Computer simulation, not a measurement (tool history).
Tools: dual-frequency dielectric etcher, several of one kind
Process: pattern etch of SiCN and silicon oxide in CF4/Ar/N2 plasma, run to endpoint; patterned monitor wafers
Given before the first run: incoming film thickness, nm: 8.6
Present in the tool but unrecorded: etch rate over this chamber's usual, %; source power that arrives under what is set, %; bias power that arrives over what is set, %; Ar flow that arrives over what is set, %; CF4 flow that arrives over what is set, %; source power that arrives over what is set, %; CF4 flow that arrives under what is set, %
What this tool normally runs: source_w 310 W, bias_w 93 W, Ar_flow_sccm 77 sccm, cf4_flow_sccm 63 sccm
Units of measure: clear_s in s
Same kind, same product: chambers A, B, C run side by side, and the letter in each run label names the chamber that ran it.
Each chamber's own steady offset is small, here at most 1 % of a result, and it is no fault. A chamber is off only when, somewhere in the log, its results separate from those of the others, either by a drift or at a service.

| run | hour | source_w | bias_w | Ar_flow_sccm | cf4_flow_sccm | hours since the last wet clean | hours since the last source power generator calibration | hours since the last bias power generator calibration | hours since the last Ar flow controller change | hours since the last CF4 flow controller change | clear_s |
|---|---|---|---|---|---|---|---|---|---|---|---|
| 1A | 7.3 | 310 | 93 | 77 | 63 | 338.6 | 2802.3 | 277.6 | 983.5 | 328.8 | 12.521 |
| 2B | 14.3 | 310 | 93 | 77 | 63 | 427.1 | 498.6 | 1280.8 | 1572.2 | 1877.8 | 12.311 |
| 3C | 23.6 | 310 | 93 | 77 | 63 | 57.6 | 996.4 | 1508.5 | 793.3 | 3594.1 | 12.362 |
| 4A | 33.0 | 310 | 93 | 77 | 63 | 364.3 | 2828.0 | 303.3 | 1009.2 | 354.5 | 12.506 |
| 5C | 41.1 | 310 | 93 | 77 | 63 | 75.1 | 1013.9 | 1526.0 | 810.8 | 3611.6 | 12.456 |
| 6B | 46.2 | 330 | 93 | 94 | 63 | 459.0 | 530.5 | 1312.7 | 1604.1 | 1909.7 | 12.051 |
| 7A | 53.6 | 330 | 93 | 94 | 63 | 384.9 | 2848.6 | 323.9 | 1029.8 | 375.1 | 12.124 |
| 8B | 61.4 | 330 | 93 | 94 | 63 | 474.2 | 545.7 | 1327.9 | 1619.3 | 1924.9 | 11.938 |
| 9C | 66.6 | 240 | 93 | 77 | 63 | 100.6 | 1039.4 | 1551.5 | 836.3 | 3637.1 | 15.438 |
| 10B | 76.1 | 240 | 93 | 77 | 63 | 488.9 | 560.4 | 1342.6 | 1634.0 | 1939.6 | 15.436 |
| 11A | 83.1 | 240 | 93 | 77 | 63 | 414.4 | 2878.1 | 353.4 | 1059.3 | 404.6 | 15.609 |
| 12C | 92.1 | 310 | 93 | 91 | 53 | 126.1 | 1064.9 | 1577.0 | 861.8 | 3662.6 | 12.984 |
|  | 98.8 | chamber A: wet clean of the chamber |
| 13A | 100.4 | 310 | 93 | 91 | 53 | 1.6 | 2895.4 | 370.7 | 1076.6 | 421.9 | 13.035 |
| 14B | 105.0 | 310 | 93 | 91 | 53 | 517.8 | 589.3 | 1371.5 | 1662.9 | 1968.5 | 12.789 |
| 15C | 113.2 | 310 | 93 | 77 | 63 | 147.2 | 1086.0 | 1598.1 | 882.9 | 3683.7 | 12.384 |
| 16C | 122.4 | 310 | 93 | 77 | 63 | 156.4 | 1095.2 | 1607.3 | 892.1 | 3692.9 | 12.429 |
| 17A | 126.8 | 310 | 93 | 77 | 63 | 28.0 | 2921.8 | 397.1 | 1103.0 | 448.3 | 12.548 |
| 18B | 131.5 | 310 | 93 | 77 | 63 | 544.3 | 615.8 | 1398.0 | 1689.4 | 1995.0 | 12.335 |
|  | 133.6 | chamber A: source power generator calibrated |
| 19A | 140.5 | 310 | 93 | 77 | 63 | 41.7 | 6.9 | 410.8 | 1116.7 | 462.0 | 12.845 |
| 20C | 147.3 | 310 | 93 | 77 | 63 | 181.3 | 1120.1 | 1632.2 | 917.0 | 3717.8 | 12.385 |
| 21B | 153.8 | 310 | 93 | 77 | 63 | 566.6 | 638.1 | 1420.3 | 1711.7 | 2017.3 | 12.333 |
| 22A | 162.6 | 310 | 93 | 77 | 63 | 63.8 | 29.0 | 432.9 | 1138.8 | 484.1 | 12.795 |
| 23B | 172.4 | 310 | 93 | 77 | 63 | 585.2 | 656.7 | 1438.9 | 1730.3 | 2035.9 | 12.303 |
| 24C | 177.8 | 280 | 93 | 59 | 63 | 211.8 | 1150.6 | 1662.7 | 947.5 | 3748.3 | 13.250 |
| 25B | 187.7 | 280 | 93 | 59 | 63 | 600.5 | 672.0 | 1454.2 | 1745.6 | 2051.2 | 13.067 |
| 26C | 195.3 | 280 | 93 | 59 | 63 | 229.3 | 1168.1 | 1680.2 | 965.0 | 3765.8 | 13.265 |
| 27A | 201.1 | 310 | 93 | 77 | 63 | 102.3 | 67.5 | 471.4 | 1177.3 | 522.6 | 12.869 |
| 28B | 208.7 | 310 | 93 | 77 | 63 | 621.5 | 693.0 | 1475.2 | 1766.6 | 2072.2 | 12.338 |
| 29C | 215.9 | 310 | 93 | 77 | 63 | 249.9 | 1188.7 | 1700.8 | 985.6 | 3786.4 | 12.457 |
| 30A | 225.0 | 310 | 93 | 77 | 63 | 126.2 | 91.4 | 495.3 | 1201.2 | 546.5 | 12.848 |
| 31C | 232.4 | 310 | 93 | 77 | 63 | 266.4 | 1205.2 | 1717.3 | 1002.1 | 3802.9 | 12.466 |
|  | 234.6 | chamber B: wet clean of the chamber |
| 32B | 238.4 | 310 | 93 | 77 | 63 | 3.9 | 722.7 | 1504.9 | 1796.3 | 2101.9 | 12.316 |
| 33A | 246.1 | 310 | 93 | 77 | 54 | 147.3 | 112.5 | 516.4 | 1222.3 | 567.6 | 13.060 |
| 34B | 250.5 | 310 | 93 | 77 | 54 | 16.0 | 734.8 | 1517.0 | 1808.4 | 2114.0 | 12.575 |
| 35C | 258.7 | 310 | 93 | 77 | 54 | 292.7 | 1231.5 | 1743.6 | 1028.4 | 3829.2 | 12.614 |
| 36A | 267.5 | 310 | 93 | 77 | 63 | 168.7 | 133.9 | 537.8 | 1243.7 | 589.0 | 12.817 |
| 37B | 273.8 | 310 | 93 | 77 | 63 | 39.3 | 758.1 | 1540.3 | 1831.7 | 2137.3 | 12.328 |
| 38A | 283.1 | 310 | 93 | 77 | 63 | 184.3 | 149.5 | 553.4 | 1259.3 | 604.6 | 12.823 |
| 39C | 289.6 | 310 | 93 | 77 | 63 | 323.6 | 1262.4 | 1774.5 | 1059.3 | 3860.1 | 12.361 |
| 40A | 297.4 | 310 | 93 | 77 | 63 | 198.6 | 163.8 | 567.7 | 1273.6 | 618.9 | 12.818 |
| 41B | 303.7 | 310 | 93 | 77 | 63 | 69.2 | 788.0 | 1570.2 | 1861.6 | 2167.2 | 12.302 |
| 42C | 313.4 | 310 | 93 | 77 | 63 | 347.4 | 1286.2 | 1798.3 | 1083.1 | 3883.9 | 12.447 |
| 43C | 317.8 | 310 | 93 | 77 | 63 | 351.8 | 1290.6 | 1802.7 | 1087.5 | 3888.3 | 12.440 |
| 44B | 323.0 | 310 | 109 | 92 | 63 | 88.5 | 807.3 | 1589.5 | 1880.9 | 2186.5 | 11.838 |

Next, every chamber runs the same settings. What will each give?
| 45A | 330.1 | 310 | 93 | 77 | 63 |  |  |  |  |  | ? |
| 45B | 330.1 | 310 | 93 | 77 | 63 |  |  |  |  |  | ? |
| 45C | 330.1 | 310 | 93 | 77 | 63 |  |  |  |  |  | ? |

| run | clear_s |
|---|---|
| 45A | 12.819 |
| 45B | 12.322 |
| 45C | 12.435 |

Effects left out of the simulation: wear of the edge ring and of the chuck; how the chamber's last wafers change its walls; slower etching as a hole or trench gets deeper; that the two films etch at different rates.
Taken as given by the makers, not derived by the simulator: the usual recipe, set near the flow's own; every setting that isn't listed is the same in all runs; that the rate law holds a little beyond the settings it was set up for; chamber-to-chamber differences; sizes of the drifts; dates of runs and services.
